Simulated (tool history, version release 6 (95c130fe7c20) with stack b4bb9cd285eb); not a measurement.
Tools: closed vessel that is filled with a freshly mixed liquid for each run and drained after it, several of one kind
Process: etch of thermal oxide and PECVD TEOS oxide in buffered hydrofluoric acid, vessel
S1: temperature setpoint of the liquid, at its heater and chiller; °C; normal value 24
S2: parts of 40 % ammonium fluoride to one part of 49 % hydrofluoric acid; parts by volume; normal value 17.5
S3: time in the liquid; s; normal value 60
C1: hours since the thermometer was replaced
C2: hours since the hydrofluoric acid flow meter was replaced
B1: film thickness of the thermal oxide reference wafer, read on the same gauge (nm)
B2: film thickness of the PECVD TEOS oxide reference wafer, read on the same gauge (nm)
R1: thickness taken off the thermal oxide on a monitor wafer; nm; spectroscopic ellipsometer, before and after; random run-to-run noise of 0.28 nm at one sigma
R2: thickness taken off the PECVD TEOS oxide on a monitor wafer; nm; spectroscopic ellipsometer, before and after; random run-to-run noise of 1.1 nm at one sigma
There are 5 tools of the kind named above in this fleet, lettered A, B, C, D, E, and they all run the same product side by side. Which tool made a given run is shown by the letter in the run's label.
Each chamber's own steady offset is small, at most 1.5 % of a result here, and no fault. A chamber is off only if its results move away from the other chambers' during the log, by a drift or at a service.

{"run": "1C", "day": 0.267, "S1": 24, "S2": 17.5, "S3": 60, "C1": 149.7, "C2": 653.8, "B1": 50.029, "B2": 100.05, "R1": 39.965, "R2": 107.54}
{"run": "2D", "day": 0.492, "S1": 24, "S2": 17.5, "S3": 60, "C1": 702.0, "C2": 85.0, "B1": 50.045, "B2": 100.01, "R1": 39.884, "R2": 106.86}
{"run": "3B", "day": 0.712, "S1": 24, "S2": 17.5, "S3": 60, "C1": 109.5, "C2": 234.6, "B1": 49.971, "B2": 99.957, "R1": 40.672, "R2": 108.46}
{"day": 0.746, "done": "chamber C: hydrofluoric acid flow meter replaced"}
{"run": "4A", "day": 1.067, "S1": 24, "S2": 17.5, "S3": 60, "C1": 97.0, "C2": 544.4, "B1": 49.994, "B2": 100.01, "R1": 40.198, "R2": 109.49}
{"run": "5E", "day": 1.479, "S1": 24, "S2": 17.5, "S3": 60, "C1": 407.1, "C2": 1084.5, "B1": 49.998, "B2": 100.0, "R1": 41.028, "R2": 107.63}
{"day": 1.562, "done": "chamber E: hydrofluoric acid flow meter replaced"}
{"run": "6C", "day": 1.825, "S1": 24, "S2": 17.5, "S3": 60, "C1": 187.1, "C2": 25.9, "B1": 49.982, "B2": 100.01, "R1": 39.915, "R2": 108.44}
{"run": "7A", "day": 2.204, "S1": 24, "S2": 17.5, "S3": 60, "C1": 124.3, "C2": 571.7, "B1": 49.973, "B2": 100.04, "R1": 40.186, "R2": 109.54}
{"run": "8D", "day": 2.612, "S1": 24, "S2": 17.5, "S3": 60, "C1": 752.9, "C2": 135.9, "B1": 50.002, "B2": 100.02, "R1": 39.775, "R2": 107.86}
{"run": "9B", "day": 2.875, "S1": 24, "S2": 17.5, "S3": 60, "C1": 161.4, "C2": 286.5, "B1": 50.002, "B2": 100.0, "R1": 40.151, "R2": 108.38}
{"run": "10E", "day": 3.192, "S1": 24, "S2": 17.5, "S3": 60, "C1": 448.2, "C2": 39.1, "B1": 49.997, "B2": 99.999, "R1": 41.116, "R2": 110.28}
{"run": "11A", "day": 3.446, "S1": 24, "S2": 17.5, "S3": 60, "C1": 154.1, "C2": 601.5, "B1": 49.987, "B2": 100.01, "R1": 40.355, "R2": 109.27}
{"run": "12C", "day": 3.854, "S1": 24, "S2": 17.5, "S3": 60, "C1": 235.8, "C2": 74.6, "B1": 50.002, "B2": 100.03, "R1": 40.236, "R2": 106.63}
{"run": "13E", "day": 4.158, "S1": 24, "S2": 17.5, "S3": 60, "C1": 471.4, "C2": 62.3, "B1": 49.976, "B2": 100.03, "R1": 40.233, "R2": 107.76}
{"run": "14D", "day": 4.383, "S1": 24, "S2": 17.5, "S3": 60, "C1": 795.4, "C2": 178.4, "B1": 50.01, "B2": 99.976, "R1": 39.653, "R2": 108.71}
{"run": "15B", "day": 4.762, "S1": 24, "S2": 17.5, "S3": 60, "C1": 206.7, "C2": 331.8, "B1": 50.034, "B2": 100.06, "R1": 39.907, "R2": 107.28}
{"run": "16C", "day": 5.092, "S1": 24, "S2": 17.5, "S3": 60, "C1": 265.5, "C2": 104.3, "B1": 50.012, "B2": 99.968, "R1": 39.65, "R2": 109.24}
{"run": "17B", "day": 5.467, "S1": 24, "S2": 17.5, "S3": 60, "C1": 223.6, "C2": 348.7, "B1": 49.999, "B2": 99.952, "R1": 39.896, "R2": 108.69}
{"run": "18A", "day": 5.667, "S1": 24, "S2": 19.5, "S3": 60, "C1": 207.4, "C2": 654.8, "B1": 50.008, "B2": 99.998, "R1": 35.788, "R2": 96.491}
{"run": "19D", "day": 6.071, "S1": 24, "S2": 19.5, "S3": 60, "C1": 835.9, "C2": 218.9, "B1": 49.999, "B2": 99.982, "R1": 35.864, "R2": 96.127}
{"run": "20E", "day": 6.388, "S1": 24, "S2": 19.5, "S3": 60, "C1": 524.9, "C2": 115.8, "B1": 50.0, "B2": 100.04, "R1": 36.733, "R2": 97.606}
{"run": "21E", "day": 6.596, "S1": 24, "S2": 19.5, "S3": 60, "C1": 529.9, "C2": 120.8, "B1": 49.975, "B2": 100.02, "R1": 36.067, "R2": 98.064}
{"run": "22B", "day": 6.979, "S1": 24, "S2": 19.5, "S3": 60, "C1": 259.9, "C2": 385.0, "B1": 49.999, "B2": 99.971, "R1": 36.252, "R2": 98.246}
{"run": "23A", "day": 7.229, "S1": 24, "S2": 17.5, "S3": 60, "C1": 244.9, "C2": 692.3, "B1": 49.995, "B2": 99.999, "R1": 39.978, "R2": 109.45}
{"run": "24D", "day": 7.571, "S1": 24, "S2": 17.5, "S3": 60, "C1": 871.9, "C2": 254.9, "B1": 50.041, "B2": 100.01, "R1": 39.764, "R2": 106.66}
{"run": "25C", "day": 7.775, "S1": 24, "S2": 17.5, "S3": 60, "C1": 329.9, "C2": 168.7, "B1": 49.989, "B2": 100.0, "R1": 40.312, "R2": 106.22}
{"run": "26A", "day": 7.967, "S1": 24, "S2": 17.5, "S3": 60, "C1": 262.6, "C2": 710.0, "B1": 49.986, "B2": 100.01, "R1": 40.193, "R2": 108.48}
{"run": "27B", "day": 8.296, "S1": 24, "S2": 20.5, "S3": 60, "C1": 291.5, "C2": 416.6, "B1": 49.979, "B2": 99.999, "R1": 34.419, "R2": 93.151}
{"run": "28E", "day": 8.7, "S1": 24, "S2": 20.5, "S3": 60, "C1": 580.4, "C2": 171.3, "B1": 50.039, "B2": 100.01, "R1": 34.983, "R2": 91.992}
{"day": 8.712, "done": "chamber D: thermometer replaced"}
{"run": "29D", "day": 9.029, "S1": 24, "S2": 20.5, "S3": 60, "C1": 7.7, "C2": 289.9, "B1": 49.992, "B2": 99.991, "R1": 34.477, "R2": 93.224}
{"run": "30C", "day": 9.317, "S1": 24, "S2": 20.5, "S3": 60, "C1": 366.9, "C2": 205.7, "B1": 50.01, "B2": 99.973, "R1": 34.066, "R2": 93.116}
{"run": "31E", "day": 9.592, "S1": 24, "S2": 20.5, "S3": 60, "C1": 601.8, "C2": 192.7, "B1": 49.996, "B2": 100.02, "R1": 34.887, "R2": 94.22}
{"run": "32D", "day": 9.875, "S1": 24, "S2": 17.5, "S3": 60, "C1": 28.0, "C2": 310.2, "B1": 50.013, "B2": 99.988, "R1": 40.183, "R2": 109.43}

Predict what each chamber gives when all 5 of them run the settings below next.
{"run": "33A", "day": 10.171, "S1": 24, "S2": 17.5, "S3": 60, "R1": "?", "R2": "?"}
{"run": "33B", "day": 10.171, "S1": 24, "S2": 17.5, "S3": 60, "R1": "?", "R2": "?"}
{"run": "33C", "day": 10.171, "S1": 24, "S2": 17.5, "S3": 60, "R1": "?", "R2": "?"}
{"run": "33D", "day": 10.171, "S1": 24, "S2": 17.5, "S3": 60, "R1": "?", "R2": "?"}
{"run": "33E", "day": 10.171, "S1": 24, "S2": 17.5, "S3": 60, "R1": "?", "R2": "?"}

run=33A R1=39.887 R2=109.500
run=33B R1=39.817 R2=108.800
run=33C R1=39.621 R2=110.070
run=33D R1=39.773 R2=107.380
run=33E R1=41.155 R2=108.260

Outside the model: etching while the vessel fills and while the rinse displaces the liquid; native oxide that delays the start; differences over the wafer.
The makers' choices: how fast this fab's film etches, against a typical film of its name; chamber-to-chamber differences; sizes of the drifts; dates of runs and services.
